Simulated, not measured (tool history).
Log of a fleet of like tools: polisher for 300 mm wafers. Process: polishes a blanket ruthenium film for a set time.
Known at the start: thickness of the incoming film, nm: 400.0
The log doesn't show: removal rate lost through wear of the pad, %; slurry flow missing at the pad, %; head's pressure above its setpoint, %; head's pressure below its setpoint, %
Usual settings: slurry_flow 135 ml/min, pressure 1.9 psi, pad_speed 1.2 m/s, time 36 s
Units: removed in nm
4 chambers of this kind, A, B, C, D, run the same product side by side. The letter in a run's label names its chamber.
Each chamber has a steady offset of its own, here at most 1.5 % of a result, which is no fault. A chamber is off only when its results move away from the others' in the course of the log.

run,hour,slurry_flow,pressure,pad_speed,time,wafers polished on this pad,hours since the slurry nozzle was cleaned,hours since the head pressure was calibrated,removed
1A,6.4,135,1.9,1.2,36,923,131.2,324.7,43.049
# hour 10.4: chamber D: worn pad replaced by a new one
2C,11.7,135,1.9,1.2,36,337,55.2,128.8,43.301
3D,19.9,135,1.9,1.2,36,111,91.2,724.3,43.156
4B,31.2,135,1.9,1.2,36,864,347.4,503.0,42.956
5A,36.9,120,1.7,1.2,36,1279,161.7,355.2,37.421
# hour 47.2: chamber B: worn pad replaced by a new one
6B,47.2,120,1.7,1.2,36,0,363.4,519.0,37.412
# hour 53.5: chamber C: worn pad replaced by a new one
# hour 53.9: chamber A: worn pad replaced by a new one
7C,54.0,120,1.7,1.2,36,6,97.5,171.1,37.577
8D,63.7,120,1.7,1.2,36,622,135.0,768.1,37.370
9C,72.6,135,1.9,1.2,36,224,116.1,189.7,44.283
# hour 74.1: chamber D: worn pad replaced by a new one
10A,80.4,135,1.9,1.2,36,310,205.2,398.7,43.614
11B,88.6,135,1.9,1.2,36,483,404.8,560.4,43.104
12D,96.0,135,1.9,1.2,45,255,167.3,800.4,53.536
# hour 103.8: chamber B: slurry nozzle cleaned
13A,104.8,135,1.9,1.2,45,594,229.6,423.1,54.604
14D,115.5,135,1.9,1.2,45,483,186.8,819.9,53.964
# hour 117.3: chamber C: worn pad replaced by a new one
15C,126.3,135,1.9,1.2,45,105,169.8,243.4,54.787
# hour 134.4: chamber D: worn pad replaced by a new one
16B,135.9,150,2.1,1.2,36,1035,32.1,607.7,48.304
17C,141.0,150,2.1,1.2,36,277,184.5,258.1,48.493
18B,150.0,150,2.1,1.2,36,1199,46.2,621.8,49.039
# hour 155.6: chamber A: worn pad replaced by a new one
# hour 159.4: chamber B: worn pad replaced by a new one
19D,160.8,150,2.1,1.2,36,308,232.1,865.2,47.986
20A,169.9,135,1.9,1.2,36,167,294.7,488.2,44.890
# hour 175.9: chamber A: slurry nozzle cleaned
21A,180.7,115,1.9,1.2,31,293,4.9,499.0,37.081
# hour 181.8: chamber C: worn pad replaced by a new one
22C,187.9,115,1.9,1.2,31,72,231.4,305.0,36.585
# hour 188.9: chamber D: worn pad replaced by a new one
# hour 192.3: chamber B: head pressure recalibrated
23B,197.1,115,1.9,1.2,31,439,93.3,4.8,35.494
24D,206.8,115,1.9,1.2,31,209,278.1,911.2,35.260
25A,212.7,135,1.9,1.2,36,666,36.9,531.0,44.653
26B,218.4,135,1.9,1.2,36,688,114.6,26.1,43.227
27C,228.0,135,1.9,1.2,36,540,271.5,345.1,44.348
28D,239.2,135,1.9,1.2,36,587,310.5,943.6,43.263
# hour 240.3: chamber D: worn pad replaced by a new one
# hour 248.6: chamber B: worn pad replaced by a new one
29A,249.9,150,2.2,1.2,36,1100,74.1,568.2,53.344
# hour 254.5: chamber C: worn pad replaced by a new one
30D,257.9,150,2.2,1.2,36,206,329.2,962.3,51.099
31B,263.5,150,2.2,1.2,36,174,159.7,71.2,51.033
32C,273.3,150,2.2,1.2,36,219,316.8,390.4,51.296
33D,279.0,135,1.9,1.2,36,452,350.3,983.4,42.800
34C,287.8,135,1.9,1.2,36,388,331.3,404.9,43.206

All 4 chambers run these settings next. Forecast each chamber's results:
35A,296.2,135,1.9,1.2,36,,,,?
35B,296.2,135,1.9,1.2,36,,,,?
35C,296.2,135,1.9,1.2,36,,,,?
35D,296.2,135,1.9,1.2,36,,,,?

run,removed
35A,46.081
35B,43.241
35C,43.537
35D,42.451

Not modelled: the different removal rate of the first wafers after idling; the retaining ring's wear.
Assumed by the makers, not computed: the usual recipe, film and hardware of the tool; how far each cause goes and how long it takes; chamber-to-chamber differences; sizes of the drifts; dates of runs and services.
